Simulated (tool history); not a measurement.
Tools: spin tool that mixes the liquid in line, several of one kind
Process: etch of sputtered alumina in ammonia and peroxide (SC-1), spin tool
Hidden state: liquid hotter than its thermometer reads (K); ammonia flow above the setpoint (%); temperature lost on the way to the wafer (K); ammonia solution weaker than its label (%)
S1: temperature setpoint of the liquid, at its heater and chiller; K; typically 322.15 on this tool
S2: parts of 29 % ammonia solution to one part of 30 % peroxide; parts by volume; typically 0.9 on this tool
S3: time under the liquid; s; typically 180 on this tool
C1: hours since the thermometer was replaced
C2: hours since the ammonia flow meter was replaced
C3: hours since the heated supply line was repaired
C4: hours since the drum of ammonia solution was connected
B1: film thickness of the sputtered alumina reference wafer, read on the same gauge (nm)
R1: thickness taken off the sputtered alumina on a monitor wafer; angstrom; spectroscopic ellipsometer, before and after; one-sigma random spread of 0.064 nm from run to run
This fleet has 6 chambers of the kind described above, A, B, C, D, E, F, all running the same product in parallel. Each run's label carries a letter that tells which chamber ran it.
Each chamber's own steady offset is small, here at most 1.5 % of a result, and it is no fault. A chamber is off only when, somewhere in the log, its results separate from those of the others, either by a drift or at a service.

At hour 2.4: chamber D: thermometer replaced.
Run 1A, hour 13.5: usual settings; C1 871.4; C2 1135.7; C3 384.6; C4 136.7; B1 99.978. Result: R1 117.7 angstrom.
Run 2C, hour 24.5: usual settings; C1 1022.6; C2 1452.2; C3 647.3; C4 511.8; B1 100.04. Result: R1 117.11 angstrom.
Run 3F, hour 30.9: usual settings; C1 1080.2; C2 389.7; C3 188.1; C4 514.6; B1 99.984. Result: R1 117.84 angstrom.
Run 4B, hour 44.7: usual settings; C1 509.6; C2 389.9; C3 1006; C4 192.8; B1 99.996. Result: R1 117.15 angstrom.
Run 5D, hour 58.1: usual settings; C1 55.7; C2 1603; C3 779.9; C4 282; B1 99.979. Result: R1 117.03 angstrom.
Run 6E, hour 70.7: usual settings but S3 285 s; C1 1880.9; C2 296.5; C3 1534.7; C4 940.8; B1 99.94. Result: R1 182.69 angstrom.
Run 7D, hour 78.4: usual settings but S3 285 s; C1 76; C2 1623.3; C3 800.2; C4 302.3; B1 100. Result: R1 183.39 angstrom.
Run 8B, hour 90: usual settings but S3 285 s; C1 554.9; C2 435.2; C3 1051.3; C4 238.1; B1 100.04. Result: R1 185.14 angstrom.
Run 9A, hour 98.8: usual settings but S3 285 s; C1 956.7; C2 1221; C3 469.9; C4 222; B1 99.975. Result: R1 187.11 angstrom.
Run 10F, hour 109.8: usual settings but S3 285 s; C1 1159.1; C2 468.6; C3 267; C4 593.5; B1 100.03. Result: R1 186.68 angstrom.
Run 11E, hour 117.8: usual settings but S3 285 s; C1 1928; C2 343.6; C3 1581.8; C4 987.9; B1 99.997. Result: R1 184.5 angstrom.
At hour 121.4: chamber B: thermometer replaced.
At hour 129.5: chamber B: new drum of ammonia solution connected.
Run 12C, hour 129.5: usual settings; C1 1127.6; C2 1557.2; C3 752.3; C4 616.8; B1 100.02. Result: R1 118.36 angstrom.
Run 13D, hour 139.1: usual settings; C1 136.7; C2 1684; C3 860.9; C4 363; B1 100. Result: R1 117.78 angstrom.
Run 14A, hour 148.4: usual settings; C1 1006.3; C2 1270.6; C3 519.5; C4 271.6; B1 99.996. Result: R1 117.58 angstrom.
Run 15F, hour 159.6: usual settings; C1 1208.9; C2 518.4; C3 316.8; C4 643.3; B1 100.05. Result: R1 117.75 angstrom.
At hour 163.1: chamber E: new drum of ammonia solution connected.
Run 16B, hour 167: usual settings; C1 45.7; C2 512.2; C3 1128.3; C4 37.5; B1 100.01. Result: R1 116.88 angstrom.
At hour 176.8: chamber E: thermometer replaced.
Run 17C, hour 180.5: usual settings; C1 1178.6; C2 1608.2; C3 803.3; C4 667.8; B1 99.992. Result: R1 120.28 angstrom.
Run 18E, hour 187.1: usual settings; C1 10.3; C2 412.9; C3 1651.1; C4 24.1; B1 100.02. Result: R1 116.2 angstrom.
Run 19A, hour 196.3: usual settings; C1 1054.2; C2 1318.5; C3 567.4; C4 319.5; B1 99.984. Result: R1 117.76 angstrom.
At hour 204.3: chamber A: ammonia flow meter replaced.
Run 20B, hour 210.1: usual settings but S1 317.65 K, S2 1.1 parts by volume; C1 88.8; C2 555.3; C3 1171.4; C4 80.6; B1 100.03. Result: R1 93.336 angstrom.
At hour 220.7: chamber A: new drum of ammonia solution connected.
Run 21E, hour 223.6: usual settings but S1 317.65 K, S2 1.1 parts by volume; C1 46.8; C2 449.4; C3 1687.6; C4 60.6; B1 100.04. Result: R1 92.372 angstrom.
At hour 235.2: chamber F: ammonia flow meter replaced.
Run 22D, hour 237.3: usual settings but S1 317.65 K, S2 1.1 parts by volume; C1 234.9; C2 1782.2; C3 959.1; C4 461.2; B1 100.03. Result: R1 91.886 angstrom.
At hour 239.5: chamber F: new drum of ammonia solution connected.
Run 23F, hour 244.6: usual settings but S1 317.65 K, S2 1.1 parts by volume; C1 1293.9; C2 9.4; C3 401.8; C4 5.1; B1 99.969. Result: R1 93.364 angstrom.
At hour 250: chamber C: ammonia flow meter replaced.
Run 24C, hour 256.4: usual settings but S1 317.65 K, S2 1.1 parts by volume; C1 1254.5; C2 6.5; C3 879.2; C4 743.7; B1 99.971. Result: R1 95.71 angstrom.
Run 25C, hour 266.4: usual settings but S1 317.65 K, S2 1.1 parts by volume; C1 1264.5; C2 16.5; C3 889.2; C4 753.7; B1 100.02. Result: R1 96.878 angstrom.
Run 26A, hour 277.8: usual settings; C1 1135.7; C2 73.6; C3 648.9; C4 57.1; B1 100.02. Result: R1 116.32 angstrom.
Run 27F, hour 288.4: usual settings; C1 1337.7; C2 53.2; C3 445.6; C4 48.9; B1 100.03. Result: R1 116.11 angstrom.
Run 28D, hour 298.9: usual settings; C1 296.5; C2 1843.8; C3 1020.7; C4 522.8; B1 100.02. Result: R1 116.95 angstrom.
Run 29B, hour 306.2: usual settings but S1 317.15 K, S2 0.75 parts by volume; C1 184.9; C2 651.4; C3 1267.5; C4 176.7; B1 99.984. Result: R1 87.721 angstrom.
Run 30E, hour 313.8: usual settings but S1 317.15 K, S2 0.75 parts by volume; C1 137; C2 539.6; C3 1777.8; C4 150.8; B1 100. Result: R1 86.272 angstrom.
Run 31E, hour 322.8: usual settings but S1 317.15 K, S2 0.75 parts by volume; C1 146; C2 548.6; C3 1786.8; C4 159.8; B1 99.965. Result: R1 85.297 angstrom.
At hour 330.3: chamber E: ammonia flow meter replaced.
Run 32C, hour 334.7: usual settings but S1 317.15 K, S2 0.75 parts by volume; C1 1332.8; C2 84.8; C3 957.5; C4 822; B1 99.954. Result: R1 90.572 angstrom.
Run 33D, hour 343.5: usual settings but S1 317.15 K, S2 0.75 parts by volume; C1 341.1; C2 1888.4; C3 1065.3; C4 567.4; B1 100.02. Result: R1 85.572 angstrom.
Run 34A, hour 357.7: usual settings but S1 317.15 K, S2 0.75 parts by volume; C1 1215.6; C2 153.5; C3 728.8; C4 137; B1 99.991. Result: R1 86.527 angstrom.
Run 35B, hour 371.8: usual settings; C1 250.5; C2 717; C3 1333.1; C4 242.3; B1 99.982. Result: R1 118.95 angstrom.
Run 36F, hour 380.8: usual settings; C1 1430.1; C2 145.6; C3 538; C4 141.3; B1 100.01. Result: R1 117.93 angstrom.
Run 37E, hour 389.1: usual settings; C1 212.3; C2 58.8; C3 1853.1; C4 226.1; B1 100. Result: R1 116.25 angstrom.
Run 38B, hour 400.3: usual settings; C1 279; C2 745.5; C3 1361.6; C4 270.8; B1 100.04. Result: R1 119.27 angstrom.
Run 39D, hour 414.5: usual settings; C1 412.1; C2 1959.4; C3 1136.3; C4 638.4; B1 100.05. Result: R1 115.41 angstrom.
Run 40F, hour 428.8: usual settings but S3 270 s; C1 1478.1; C2 193.6; C3 586; C4 189.3; B1 99.991. Result: R1 177.76 angstrom.
Run 41C, hour 437.7: usual settings but S3 270 s; C1 1435.8; C2 187.8; C3 1060.5; C4 925; B1 99.978. Result: R1 188.25 angstrom.

Does one chamber stand apart from the rest, does the shared gauge drift, or is all well apart from small per-chamber offsets? Give the chamber and the most likely cause, where there is one.

One chamber, C, drifts off from the rest bit by bit.
Most likely cause: liquid hotter than its thermometer reads (K) = 1.42.

Chamber C could run next with any of the 4 candidate recipes listed below; each alters the usual settings, and their results appear as question marks. Which one brings its results back in line with what the other chambers deliver on the usual settings?
Counts as in line when no further than this from what the other chambers average on the usual settings: R1 2.3 angstrom
Run 42C-1, hour 448: usual settings but S3 185 s. Result: R1 ?.
Run 42C-2, hour 448: usual settings but S3 175 s. Result: R1 ?.
Run 42C-3, hour 448: usual settings but S1 323.65 K. Result: R1 ?.
Run 42C-4, hour 448: usual settings but S1 320.65 K. Result: R1 ?.

The other chambers' mean on the usual settings: R1 116.99 angstrom
  run      R1
42C-1  129.54
42C-2  122.54
42C-3  136.85
42C-4  116.04
With 42C-4, the chamber falls back in line with the rest.
